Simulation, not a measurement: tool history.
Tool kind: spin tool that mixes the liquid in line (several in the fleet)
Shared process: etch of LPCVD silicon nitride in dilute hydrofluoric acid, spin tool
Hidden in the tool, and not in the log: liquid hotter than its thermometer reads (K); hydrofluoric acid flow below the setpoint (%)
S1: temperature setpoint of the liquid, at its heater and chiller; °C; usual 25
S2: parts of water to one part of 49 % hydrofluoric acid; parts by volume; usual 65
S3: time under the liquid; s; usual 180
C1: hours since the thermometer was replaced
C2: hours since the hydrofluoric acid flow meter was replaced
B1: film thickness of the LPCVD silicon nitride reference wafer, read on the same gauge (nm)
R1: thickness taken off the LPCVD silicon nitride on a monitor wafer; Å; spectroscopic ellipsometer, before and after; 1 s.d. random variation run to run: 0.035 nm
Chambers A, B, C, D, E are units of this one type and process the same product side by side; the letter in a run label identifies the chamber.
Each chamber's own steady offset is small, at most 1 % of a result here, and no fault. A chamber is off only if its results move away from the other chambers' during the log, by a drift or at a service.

Run 1D, day 0.471: usual settings; C1 162.5; C2 619.1; B1 130.02. Result: R1 15.403 Å.
Run 2E, day 0.938: usual settings; C1 712.3; C2 722; B1 130.02. Result: R1 15.645 Å.
Run 3A, day 1.383: usual settings; C1 375.2; C2 458.1; B1 129.97. Result: R1 15.714 Å.
Run 4B, day 1.767: usual settings; C1 539.6; C2 426; B1 129.98. Result: R1 15.182 Å.
Run 5C, day 2.154: usual settings but S1 30 °C, S2 80 parts by volume; C1 1441.6; C2 581; B1 129.98. Result: R1 17.136 Å.
Run 6A, day 2.421: usual settings but S1 30 °C, S2 80 parts by volume; C1 400.1; C2 483; B1 130.01. Result: R1 16.905 Å.
Run 7D, day 2.929: usual settings but S1 30 °C, S2 80 parts by volume; C1 221.5; C2 678.1; B1 130.01. Result: R1 17.508 Å.
Run 8E, day 3.217: usual settings but S1 30 °C, S2 80 parts by volume; C1 767; C2 776.7; B1 129.99. Result: R1 17.264 Å.
Run 9C, day 3.479: usual settings but S1 30 °C, S2 80 parts by volume; C1 1473.4; C2 612.8; B1 129.97. Result: R1 16.747 Å.
Run 10B, day 3.933: usual settings; C1 591.6; C2 478; B1 130. Result: R1 15.096 Å.
Run 11C, day 4.338: usual settings; C1 1494; C2 633.4; B1 129.97. Result: R1 15.01 Å.
At day 4.792: chamber A: hydrofluoric acid flow meter replaced.
Run 12A, day 4.842: usual settings; C1 458.2; C2 1.3; B1 129.99. Result: R1 14.903 Å.
Run 13E, day 5.262: usual settings; C1 816.1; C2 825.8; B1 129.99. Result: R1 15.658 Å.
Run 14B, day 5.708: usual settings; C1 634.2; C2 520.6; B1 130.03. Result: R1 14.9 Å.
Run 15D, day 5.967: usual settings but S3 270 s; C1 294.4; C2 751; B1 130.06. Result: R1 22.692 Å.
Run 16C, day 6.3: usual settings but S3 270 s; C1 1541.1; C2 680.5; B1 130. Result: R1 21.631 Å.
Run 17B, day 6.667: usual settings but S3 270 s; C1 657.2; C2 543.6; B1 130. Result: R1 22.039 Å.
Run 18D, day 7.154: usual settings but S3 270 s; C1 322.9; C2 779.5; B1 130. Result: R1 22.619 Å.
Run 19A, day 7.454: usual settings but S3 270 s; C1 520.9; C2 64; B1 130.01. Result: R1 22.492 Å.
Run 20E, day 7.742: usual settings but S3 115 s; C1 875.6; C2 885.3; B1 130.01. Result: R1 9.8327 Å.
Run 21D, day 8.204: usual settings but S3 115 s; C1 348.1; C2 804.7; B1 129.99. Result: R1 10.2 Å.
Run 22E, day 8.583: usual settings but S3 115 s; C1 895.8; C2 905.5; B1 130. Result: R1 9.7905 Å.
Run 23C, day 8.954: usual settings but S3 115 s; C1 1604.8; C2 744.2; B1 130. Result: R1 9.554 Å.
At day 9.204: chamber E: thermometer replaced.
Run 24A, day 9.392: usual settings but S3 115 s; C1 567.4; C2 110.5; B1 129.99. Result: R1 9.6974 Å.
Run 25B, day 9.696: usual settings; C1 729.9; C2 616.3; B1 130.03. Result: R1 16.069 Å.
Run 26C, day 9.962: usual settings; C1 1629; C2 768.4; B1 130.02. Result: R1 14.646 Å.
Run 27A, day 10.488: usual settings; C1 593.7; C2 136.8; B1 130.01. Result: R1 14.792 Å.
Run 28D, day 10.854: usual settings; C1 411.7; C2 868.3; B1 130.02. Result: R1 15.009 Å.
Run 29B, day 11.221: usual settings; C1 766.5; C2 652.9; B1 130.05. Result: R1 16.278 Å.
Run 30E, day 11.508: usual settings but S3 120 s; C1 55.3; C2 975.7; B1 129.98. Result: R1 9.8549 Å.
Run 31E, day 11.871: usual settings but S3 120 s; C1 64; C2 984.4; B1 130. Result: R1 10.252 Å.
Run 32A, day 12.288: usual settings but S3 120 s; C1 636.9; C2 180; B1 130.03. Result: R1 10.073 Å.
Run 33B, day 12.617: usual settings but S3 120 s; C1 800; C2 686.4; B1 130.02. Result: R1 11.044 Å.
Run 34D, day 13.088: usual settings but S3 120 s; C1 465.3; C2 921.9; B1 130. Result: R1 9.9122 Å.
Run 35C, day 13.446: usual settings; C1 1712.6; C2 852; B1 129.97. Result: R1 14.691 Å.
Run 36E, day 13.929: usual settings; C1 113.4; C2 1033.8; B1 130.02. Result: R1 15.672 Å.
Run 37D, day 14.179: usual settings; C1 491.5; C2 948.1; B1 130.02. Result: R1 14.748 Å.
Run 38C, day 14.633: usual settings; C1 1741.1; C2 880.5; B1 129.99. Result: R1 14.879 Å.
Run 39B, day 15.133: usual settings; C1 860.4; C2 746.8; B1 129.98. Result: R1 17.371 Å.

Has any chamber moved away from the others, gradually or after a service, or does the common gauge drift, or do the chambers differ only by their own small steady offsets? State the chamber and the most likely cause if one applies.

Chamber B drifts away from the others.
Most likely cause: liquid hotter than its thermometer reads (K) = 2.18.

Chamber B could run next with any of the 4 candidate recipes listed below; each alters the usual settings, and their results appear as question marks. Which one brings its results back in line with what the other chambers deliver on the usual settings?
Counts as in line when no further than this from what the other chambers average on the usual settings: R1 1.2 Å
Run 40B-1, day 15.521: usual settings but S1 24.5 °C, S2 70 parts by volume, S3 150 s. Result: R1 ?.
Run 40B-2, day 15.521: usual settings but S2 50 parts by volume. Result: R1 ?.
Run 40B-3, day 15.521: usual settings but S2 55 parts by volume. Result: R1 ?.
Run 40B-4, day 15.521: usual settings but S1 24.5 °C, S3 160 s. Result: R1 ?.

Usual-settings mean across the other chambers: R1 15.114 Å
  run      R1
40B-1  13.069
40B-2  22.607
40B-3  20.576
40B-4  15.002
The answer is 40B-4, which returns the chamber to within the allowed miss of the others.
